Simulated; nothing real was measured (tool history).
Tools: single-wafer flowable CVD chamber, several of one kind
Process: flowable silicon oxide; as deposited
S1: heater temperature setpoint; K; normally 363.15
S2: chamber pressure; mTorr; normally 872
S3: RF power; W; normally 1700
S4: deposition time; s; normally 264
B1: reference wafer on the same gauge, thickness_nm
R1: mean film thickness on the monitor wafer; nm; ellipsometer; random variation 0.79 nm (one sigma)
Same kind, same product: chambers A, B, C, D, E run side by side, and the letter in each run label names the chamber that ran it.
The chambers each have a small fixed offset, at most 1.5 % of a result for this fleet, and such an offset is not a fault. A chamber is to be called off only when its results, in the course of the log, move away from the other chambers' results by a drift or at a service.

run	hour	S1	S2	S3	S4	B1	R1
1D	3.6	363.15	872	1700	264	195.85	242.99
2A	8.8	363.15	872	1700	264	195.93	240.68
3C	14.9	363.15	872	1700	264	196.12	240.62
4E	18.4	363.15	872	1700	264	195.81	240.65
5B	23.5	363.15	872	1700	264	195.88	235.80
6A	29.1	363.15	872	1850	244	195.93	228.73
7D	32.4	363.15	872	1850	244	196.01	229.03
8E	36.6	363.15	872	1850	244	196.02	226.88
9C	39.3	363.15	872	1850	244	195.96	226.37
10B	44.4	363.15	872	1850	244	195.98	224.09
11A	49.5	363.15	872	1700	264	196.11	240.68
12C	52.4	363.15	872	1700	264	196.03	240.04
13B	57.6	363.15	872	1700	264	195.95	237.82
14D	61.4	363.15	678	1700	215	195.81	141.86
15E	64.2	363.15	678	1700	215	195.98	140.40
16D	68.7	363.15	678	1700	215	196.16	142.55
17C	73.2	363.15	678	1700	215	196.02	138.26
18A	76.0	363.15	678	1700	215	196.17	141.34
19B	79.1	363.15	872	1700	264	195.76	237.69
20E	82.8	363.15	872	1700	264	195.92	241.13
# hour 83.3: chamber A: thermocouple changed; heater temperature recalibrated
21C	85.9	363.15	872	1700	264	196.08	239.90
22A	89.5	352.15	872	1820	264	196.08	329.92
23E	95.6	352.15	872	1820	264	195.88	339.91
# hour 95.7: chamber B: thermocouple changed; heater temperature recalibrated
24D	98.7	352.15	872	1820	264	196.02	341.78
25B	103.0	352.15	872	1820	264	196.08	332.54
26A	108.2	352.15	872	1820	264	195.99	326.78
27C	111.9	363.15	872	1700	264	196.05	240.68
28D	114.5	363.15	872	1700	264	196.06	241.61
29B	119.7	363.15	872	1700	264	196.08	236.87
30E	123.0	363.15	872	1700	264	195.95	240.28
31D	125.7	363.15	872	1700	264	195.79	242.57
32A	130.5	363.15	872	1405	264	195.98	216.15
33B	135.3	363.15	872	1405	264	195.84	221.55
34E	139.2	363.15	872	1405	264	196.21	226.31
35C	143.5	363.15	872	1405	264	195.99	225.83
36A	147.4	363.15	872	1405	264	195.83	216.45
37E	151.8	363.15	872	1700	264	196.03	240.89
38B	155.0	363.15	872	1700	264	196.05	237.02
39D	159.9	363.15	872	1700	264	196.10	243.42
40C	166.0	352.15	872	1700	264	195.85	330.94

Next, every chamber runs the same settings. What will each give?
41A	170.5	363.15	872	1700	264		?
41B	170.5	363.15	872	1700	264		?
41C	170.5	363.15	872	1700	264		?
41D	170.5	363.15	872	1700	264		?
41E	170.5	363.15	872	1700	264		?

run	R1
41A	229.85
41B	236.40
41C	239.57
41D	241.67
41E	240.60
